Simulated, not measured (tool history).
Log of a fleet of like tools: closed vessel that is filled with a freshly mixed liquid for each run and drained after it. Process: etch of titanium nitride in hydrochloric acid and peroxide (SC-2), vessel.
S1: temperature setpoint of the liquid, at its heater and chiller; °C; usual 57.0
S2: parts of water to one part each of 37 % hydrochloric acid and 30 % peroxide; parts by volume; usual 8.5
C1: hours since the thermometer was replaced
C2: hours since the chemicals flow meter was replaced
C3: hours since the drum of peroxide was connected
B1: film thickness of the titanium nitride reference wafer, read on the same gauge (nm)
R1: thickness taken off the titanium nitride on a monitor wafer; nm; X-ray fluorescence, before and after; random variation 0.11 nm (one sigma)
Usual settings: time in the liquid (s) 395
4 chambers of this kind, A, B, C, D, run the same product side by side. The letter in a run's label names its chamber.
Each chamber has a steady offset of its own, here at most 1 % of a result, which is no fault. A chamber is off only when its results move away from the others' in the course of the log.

Run 1D, hour 8.0: usual settings; C1 1751.1; C2 442.1; C3 1214.0; B1 139.98. Result: R1 16.5440 nm.
Run 2A, hour 18.1: usual settings; C1 496.3; C2 207.9; C3 697.0; B1 139.98. Result: R1 16.7390 nm.
Run 3B, hour 28.3: usual settings; C1 502.6; C2 1731.6; C3 64.7; B1 140.03. Result: R1 16.3720 nm.
Run 4C, hour 35.8: usual settings; C1 835.7; C2 464.1; C3 523.2; B1 140.00. Result: R1 16.5580 nm.
Run 5A, hour 42.2: usual settings but S1 51.5 °C, S2 4.5 parts by volume; C1 520.4; C2 232.0; C3 721.1; B1 140.01. Result: R1 18.9740 nm.
Run 6B, hour 48.2: usual settings but S1 51.5 °C, S2 4.5 parts by volume; C1 522.5; C2 1751.5; C3 84.6; B1 139.98. Result: R1 18.5640 nm.
Run 7D, hour 56.2: usual settings but S1 51.5 °C, S2 4.5 parts by volume; C1 1799.3; C2 490.3; C3 1262.2; B1 139.99. Result: R1 18.8380 nm.
Run 8C, hour 62.6: usual settings but S1 51.5 °C, S2 4.5 parts by volume; C1 862.5; C2 490.9; C3 550.0; B1 139.97. Result: R1 18.6430 nm.
Run 9D, hour 71.4: usual settings; C1 1814.5; C2 505.5; C3 1277.4; B1 140.01. Result: R1 16.5550 nm.
Run 10C, hour 79.8: usual settings; C1 879.7; C2 508.1; C3 567.2; B1 140.01. Result: R1 16.6370 nm.
Run 11B, hour 86.1: usual settings; C1 560.4; C2 1789.4; C3 122.5; B1 140.03. Result: R1 16.6080 nm.
At hour 88.3: chamber D: thermometer replaced.
Run 12A, hour 92.6: usual settings; C1 570.8; C2 282.4; C3 771.5; B1 139.99. Result: R1 16.7550 nm.
Run 13B, hour 100.1: usual settings but time in the liquid (s) 545; C1 574.4; C2 1803.4; C3 136.5; B1 139.99. Result: R1 22.6830 nm.
Run 14C, hour 109.5: usual settings but time in the liquid (s) 545; C1 909.4; C2 537.8; C3 596.9; B1 140.00. Result: R1 22.9870 nm.
Run 15A, hour 115.4: usual settings but time in the liquid (s) 545; C1 593.6; C2 305.2; C3 794.3; B1 139.98. Result: R1 23.2370 nm.
Run 16D, hour 120.1: usual settings but time in the liquid (s) 545; C1 31.9; C2 554.2; C3 1326.1; B1 140.00. Result: R1 22.5620 nm.
Run 17B, hour 126.5: usual settings but S1 49.0 °C; C1 600.8; C2 1829.8; C3 162.9; B1 139.99. Result: R1 9.8699 nm.
Run 18D, hour 131.4: usual settings but S1 49.0 °C; C1 43.2; C2 565.5; C3 1337.4; B1 139.99. Result: R1 9.5170 nm.
Run 19A, hour 139.7: usual settings but S1 49.0 °C; C1 617.9; C2 329.5; C3 818.6; B1 140.00. Result: R1 10.0020 nm.
Run 20C, hour 146.1: usual settings but S1 49.0 °C; C1 946.0; C2 574.4; C3 633.5; B1 140.02. Result: R1 9.9612 nm.
Run 21D, hour 151.5: usual settings; C1 63.3; C2 585.6; C3 1357.5; B1 140.01. Result: R1 15.9040 nm.
At hour 153.6: chamber D: new drum of peroxide connected.
Run 22A, hour 161.8: usual settings; C1 640.0; C2 351.6; C3 840.7; B1 139.99. Result: R1 16.6230 nm.
Run 23B, hour 167.5: usual settings but S1 54.0 °C, time in the liquid (s) 245; C1 641.8; C2 1870.8; C3 203.9; B1 140.00. Result: R1 8.3490 nm.
Run 24C, hour 174.4: usual settings but S1 54.0 °C, time in the liquid (s) 245; C1 974.3; C2 602.7; C3 661.8; B1 139.99. Result: R1 8.4471 nm.
Run 25A, hour 184.3: usual settings but S1 54.0 °C, time in the liquid (s) 245; C1 662.5; C2 374.1; C3 863.2; B1 140.01. Result: R1 8.4863 nm.
Run 26D, hour 193.5: usual settings but S1 54.0 °C, time in the liquid (s) 245; C1 105.3; C2 627.6; C3 40.0; B1 140.00. Result: R1 8.0016 nm.
Run 27C, hour 203.5: usual settings; C1 1003.4; C2 631.8; C3 690.9; B1 139.98. Result: R1 16.7440 nm.
Run 28B, hour 213.0: usual settings; C1 687.3; C2 1916.3; C3 249.4; B1 140.02. Result: R1 16.5160 nm.
Run 29C, hour 222.0: usual settings; C1 1021.9; C2 650.3; C3 709.4; B1 140.02. Result: R1 16.7880 nm.

Is one chamber off against the others, does the gauge drift, or is nothing wrong? If a chamber is off, say which, and what the likeliest cause is.

Chamber D drifts away from the others.
Cause: chemicals flow below the setpoint (%) = 9.45.
The log may not tell that from: liquid colder than its thermometer reads (K).

Here are 4 candidates for chamber D's next run, each the usual settings with a change, their results left as question marks. Which one brings its results back in line with what the others give on the usual settings?
In line means no further than this from the other chambers' mean on the usual settings: R1 0.4000 nm
Run 30D-1, hour 229.8: usual settings but time in the liquid (s) 430. Result: R1 ?.
Run 30D-2, hour 229.8: usual settings but S1 58.0 °C, S2 8.0 parts by volume, time in the liquid (s) 420. Result: R1 ?.
Run 30D-3, hour 229.8: usual settings but time in the liquid (s) 335. Result: R1 ?.
Run 30D-4, hour 229.8: usual settings but time in the liquid (s) 360. Result: R1 ?.

The other chambers' mean on the usual settings: R1 16.7140 nm
  run       R1
30D-1  16.5540
30D-2  18.1200
30D-3  12.8960
30D-4  13.8590
30D-1 brings the chamber back in line.

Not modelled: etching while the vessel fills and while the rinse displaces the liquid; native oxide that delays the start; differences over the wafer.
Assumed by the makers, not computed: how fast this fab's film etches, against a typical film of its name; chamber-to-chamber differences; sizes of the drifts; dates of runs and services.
